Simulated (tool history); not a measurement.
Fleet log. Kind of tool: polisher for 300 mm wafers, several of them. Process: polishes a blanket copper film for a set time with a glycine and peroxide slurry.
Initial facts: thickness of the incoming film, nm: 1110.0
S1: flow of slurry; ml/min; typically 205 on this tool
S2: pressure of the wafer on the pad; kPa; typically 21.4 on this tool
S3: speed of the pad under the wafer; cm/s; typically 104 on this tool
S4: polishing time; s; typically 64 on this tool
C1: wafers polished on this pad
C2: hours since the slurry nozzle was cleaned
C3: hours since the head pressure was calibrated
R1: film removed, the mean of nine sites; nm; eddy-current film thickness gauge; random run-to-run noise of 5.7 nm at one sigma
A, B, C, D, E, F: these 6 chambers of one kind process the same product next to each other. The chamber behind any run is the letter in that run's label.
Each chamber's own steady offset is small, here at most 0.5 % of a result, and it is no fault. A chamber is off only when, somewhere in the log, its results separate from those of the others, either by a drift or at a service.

run	hour	S1	S2	S3	S4	C1	C2	C3	R1
# hour 5.9: chamber A: worn pad replaced by a new one
1C	10.8	205	21.4	104	64	423	11.7	598.9	444.84
2A	22.2	205	21.4	104	64	252	36.4	769.2	439.63
# hour 30.8: chamber E: worn pad replaced by a new one
3D	33.3	205	21.4	104	64	871	294.5	42.4	441.11
4E	47.3	205	21.4	104	64	255	662.6	741.9	446.72
5F	57.2	205	21.4	104	64	1146	359.3	80.3	444.55
6B	65.3	205	21.4	104	56	1693	270.3	127.7	386.88
# hour 66.1: chamber D: worn pad replaced by a new one
# hour 66.6: chamber C: worn pad replaced by a new one
# hour 71.8: chamber F: worn pad replaced by a new one
7B	73.2	205	21.4	104	56	1815	278.2	135.6	386.81
8D	83.8	205	21.4	104	56	273	345.0	92.9	375.59
9A	93.0	205	21.4	104	56	1346	107.2	840.0	383.96
10F	103.7	205	21.4	104	56	494	405.8	126.8	380.49
# hour 106.0: chamber A: worn pad replaced by a new one
# hour 112.2: chamber F: slurry nozzle cleaned
# hour 115.3: chamber E: worn pad replaced by a new one
11C	115.3	205	21.4	104	56	753	116.2	703.4	391.09
12E	123.5	205	21.4	104	64	127	738.8	818.1	440.05
# hour 123.9: chamber E: head pressure recalibrated
13C	136.1	205	21.4	104	64	1074	137.0	724.2	443.91
14A	144.2	205	21.4	104	64	590	158.4	891.2	444.57
# hour 150.5: chamber D: worn pad replaced by a new one
15B	154.3	205	21.4	104	64	3068	359.3	216.7	445.49
# hour 157.5: chamber D: slurry nozzle cleaned
# hour 157.7: chamber C: worn pad replaced by a new one
16E	168.9	205	21.4	104	64	829	784.2	45.1	435.23
17D	180.5	205	21.4	120	64	464	23.1	189.6	499.30
# hour 182.2: chamber F: worn pad replaced by a new one
18F	192.9	205	21.4	120	64	165	80.8	216.0	500.97
# hour 195.8: chamber E: worn pad replaced by a new one
# hour 203.6: chamber B: slurry nozzle cleaned
19B	207.6	205	21.4	120	64	3892	4.1	270.0	490.95
# hour 212.3: chamber A: worn pad replaced by a new one
20C	216.0	205	21.4	120	64	902	216.9	804.1	493.54
21E	222.5	205	21.4	120	64	414	837.8	98.7	502.78
22D	236.6	205	21.4	120	64	1331	79.2	245.7	497.42
# hour 244.0: chamber C: worn pad replaced by a new one
# hour 244.9: chamber D: worn pad replaced by a new one
23F	246.8	205	21.4	104	64	998	134.7	269.9	440.46
# hour 249.5: chamber A: head pressure recalibrated
24A	253.8	230	25.5	104	64	642	268.0	4.3	534.96
# hour 260.5: chamber E: slurry nozzle cleaned
25A	261.2	230	25.5	104	64	756	275.4	11.7	522.50
26F	273.0	230	25.5	104	64	1403	160.9	296.1	510.97
# hour 283.3: chamber F: worn pad replaced by a new one
27D	284.5	230	25.5	104	64	613	127.1	293.6	520.15
# hour 285.2: chamber E: worn pad replaced by a new one
28C	297.7	230	25.5	104	64	831	298.6	885.8	517.33
# hour 307.9: chamber A: worn pad replaced by a new one
29E	310.3	230	25.5	104	64	389	49.8	186.5	513.30
30B	319.4	205	21.4	104	64	5620	115.9	381.8	429.49
# hour 325.0: chamber C: worn pad replaced by a new one
31E	326.4	205	21.4	104	64	638	65.9	202.6	446.60
# hour 331.1: chamber C: slurry nozzle cleaned
32A	338.9	205	21.4	104	64	479	353.1	89.4	449.54
# hour 340.7: chamber D: worn pad replaced by a new one
33D	350.8	205	21.4	104	64	157	193.4	359.9	436.70
34F	363.4	205	21.4	104	64	1238	251.3	386.5	436.15
# hour 369.4: chamber F: worn pad replaced by a new one
# hour 370.7: chamber E: worn pad replaced by a new one
35C	375.6	205	21.4	104	64	783	44.5	963.7	438.64
36B	383.2	205	21.4	104	64	6606	179.7	445.6	412.01
37B	394.4	205	21.4	104	64	6780	190.9	456.8	411.35
38D	406.3	205	21.4	104	64	1014	248.9	415.4	434.87
# hour 408.8: chamber A: worn pad replaced by a new one
# hour 411.9: chamber C: worn pad replaced by a new one
39E	418.4	205	21.4	104	64	737	157.9	294.6	445.56
40A	429.3	205	21.4	104	64	317	443.5	179.8	439.54
41C	441.3	170	21.4	104	64	454	110.2	1029.4	424.69
42F	447.9	170	21.4	104	64	1213	335.8	471.0	430.25
43B	460.4	170	21.4	104	64	7800	256.9	522.8	390.78
44A	467.5	170	21.4	104	64	907	481.7	218.0	428.26

The same settings go to every chamber for the next run, one line per chamber below. Forecast the results for each:
45A	478.0	205	21.4	104	64				?
45B	478.0	205	21.4	104	64				?
45C	478.0	205	21.4	104	64				?
45D	478.0	205	21.4	104	64				?
45E	478.0	205	21.4	104	64				?
45F	478.0	205	21.4	104	64				?

run	R1
45A	427.99
45B	411.29
45C	443.91
45D	443.10
45E	449.08
45F	432.08
